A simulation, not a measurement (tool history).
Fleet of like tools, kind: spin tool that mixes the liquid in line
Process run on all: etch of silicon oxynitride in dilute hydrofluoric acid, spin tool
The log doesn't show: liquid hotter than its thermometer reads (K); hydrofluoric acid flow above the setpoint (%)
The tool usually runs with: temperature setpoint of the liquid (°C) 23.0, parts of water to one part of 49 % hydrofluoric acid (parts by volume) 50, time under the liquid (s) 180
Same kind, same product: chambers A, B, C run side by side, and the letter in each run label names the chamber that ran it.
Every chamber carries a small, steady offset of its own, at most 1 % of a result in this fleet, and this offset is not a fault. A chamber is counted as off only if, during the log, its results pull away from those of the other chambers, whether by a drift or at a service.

run   hour  temperature setpoint of the liquid (°C)  parts of water to one part of 49 % hydrofluoric acid (parts by volume)  time under the liquid (s)  hours since the thermometer was replaced  hours since the hydrofluoric acid flow meter was replaced  read-back film thickness of the silicon oxynitride reference wafer, read on the same gauge (nm)  thickness taken off the silicon oxynitride on a monitor wafer (nm)
 1B   12.6                                     23.0                                                                      50                        180                                    1105.5                                                       98.2                                                                                           120.01                                                             12.9300
 2A   24.4                                     23.0                                                                      50                        180                                    1613.9                                                      591.2                                                                                           120.00                                                             13.0230
 3C   38.4                                     23.0                                                                      50                        180                                     326.8                                                      200.4                                                                                           120.00                                                             12.9340
 4B   49.0                                     23.0                                                                      50                        180                                    1141.9                                                      134.6                                                                                           120.00                                                             12.7930
 5A   61.1                                     21.0                                                                      50                        180                                    1650.6                                                      627.9                                                                                           120.02                                                             11.8030
 6C   76.1                                     21.0                                                                      50                        180                                     364.5                                                      238.1                                                                                           120.00                                                             11.8280
 7C   84.9                                     21.0                                                                      50                        180                                     373.3                                                      246.9                                                                                           120.01                                                             11.9440
 8B  100.0                                     23.0                                                                      50                        180                                    1192.9                                                      185.6                                                                                           120.00                                                             12.9840
 9A  114.7                                     23.0                                                                      50                        180                                    1704.2                                                      681.5                                                                                           120.02                                                             13.0530
10B  130.2                                     23.0                                                                      50                        180                                    1223.1                                                      215.8                                                                                           120.02                                                             12.9420
11A  141.8                                     23.0                                                                      50                        180                                    1731.3                                                      708.6                                                                                           120.00                                                             13.1630
12C  149.2                                     23.0                                                                      50                        180                                     437.6                                                      311.2                                                                                           119.98                                                             13.2380
13C  161.2                                     23.0                                                                      50                        180                                     449.6                                                      323.2                                                                                           119.99                                                             13.1820
14B  170.8                                     23.0                                                                      50                        180                                    1263.7                                                      256.4                                                                                           119.98                                                             12.9460
15A  182.3                                     23.0                                                                      50                        180                                    1771.8                                                      749.1                                                                                           119.98                                                             12.9820
16B  194.8                                     23.0                                                                      50                        180                                    1287.7                                                      280.4                                                                                           120.02                                                             12.8830
     195.0  -- chamber A: hydrofluoric acid flow meter replaced
17A  202.9                                     18.5                                                                      65                        180                                    1792.4                                                        7.9                                                                                           120.00                                                              7.8585
18C  213.0                                     18.5                                                                      65                        180                                     501.4                                                      375.0                                                                                           119.99                                                              8.0728
19C  224.1                                     18.5                                                                      65                        180                                     512.5                                                      386.1                                                                                           119.99                                                              8.0878
20A  233.6                                     23.0                                                                      50                        180                                    1823.1                                                       38.6                                                                                           120.04                                                             13.0620
21B  248.0                                     23.0                                                                      50                        180                                    1340.9                                                      333.6                                                                                           120.01                                                             12.9070
22B  255.5                                     23.0                                                                      50                        180                                    1348.4                                                      341.1                                                                                           119.99                                                             13.0250
23A  263.3                                     26.5                                                                      50                        130                                    1852.8                                                       68.3                                                                                           119.99                                                             11.1800
24C  271.1                                     26.5                                                                      50                        130                                     559.5                                                      433.1                                                                                           120.02                                                             11.5160
25B  280.9                                     26.5                                                                      50                        130                                    1373.8                                                      366.5                                                                                           119.99                                                             11.0430
26A  291.1                                     27.0                                                                      50                        180                                    1880.6                                                       96.1                                                                                           120.01                                                             15.8800
27C  303.3                                     27.0                                                                      50                        180                                     591.7                                                      465.3                                                                                           119.99                                                             16.4720
28A  316.7                                     27.0                                                                      50                        180                                    1906.2                                                      121.7                                                                                           120.01                                                             15.9850
29B  330.4                                     18.5                                                                      70                        180                                    1423.3                                                      416.0                                                                                           120.00                                                              7.3124
30C  343.2                                     18.5                                                                      70                        180                                     631.6                                                      505.2                                                                                           120.00                                                              7.6569
31B  355.8                                     18.5                                                                      70                        180                                    1448.7                                                      441.4                                                                                           119.99                                                              7.3180
32A  364.3                                     23.0                                                                      50                        130                                    1953.8                                                      169.3                                                                                           119.99                                                              9.4875
33C  372.7                                     23.0                                                                      50                        130                                     661.1                                                      534.7                                                                                           120.00                                                              9.8888
34B  383.3                                     23.0                                                                      50                        130                                    1476.2                                                      468.9                                                                                           119.99                                                              9.3682

Has any chamber moved away from the others, gradually or after a service, or does the common gauge drift, or do the chambers differ only by their own small steady offsets? State the chamber and the most likely cause if one applies.

It is chamber C that slowly wanders off from its peers.
Most likely cause: hydrofluoric acid flow above the setpoint (%) = 5.71.
The log may not tell that from: liquid hotter than its thermometer reads (K).

Below are 4 candidate recipes for chamber C's next run, each the usual settings with a change, their results shown as question marks. Which of them brings C's results back in line with what the other chambers give on the usual settings?
In line means no further than this from the other chambers' mean on the usual settings: thickness taken off the silicon oxynitride on a monitor wafer (nm) 0.2000
35C-1  394.6                                     23.0                                                                      50                        170                                                                                                                                                                                                                                                                         ?
35C-2  394.6                                     25.0                                                                      50                        180                                                                                                                                                                                                                                                                         ?
35C-3  394.6                                     21.0                                                                      50                        180                                                                                                                                                                                                                                                                         ?
35C-4  394.6                                     23.0                                                                      50                        190                                                                                                                                                                                                                                                                         ?

Mean of the other chambers on the usual settings: thickness taken off the silicon oxynitride on a monitor wafer (nm) 13.0070
  run  thickness taken off the silicon oxynitride on a monitor wafer (nm)
35C-1                                                             12.9260
35C-2                                                             15.1060
35C-3                                                             12.3750
35C-4                                                             14.4470
With 35C-1, the chamber falls back in line with the rest.
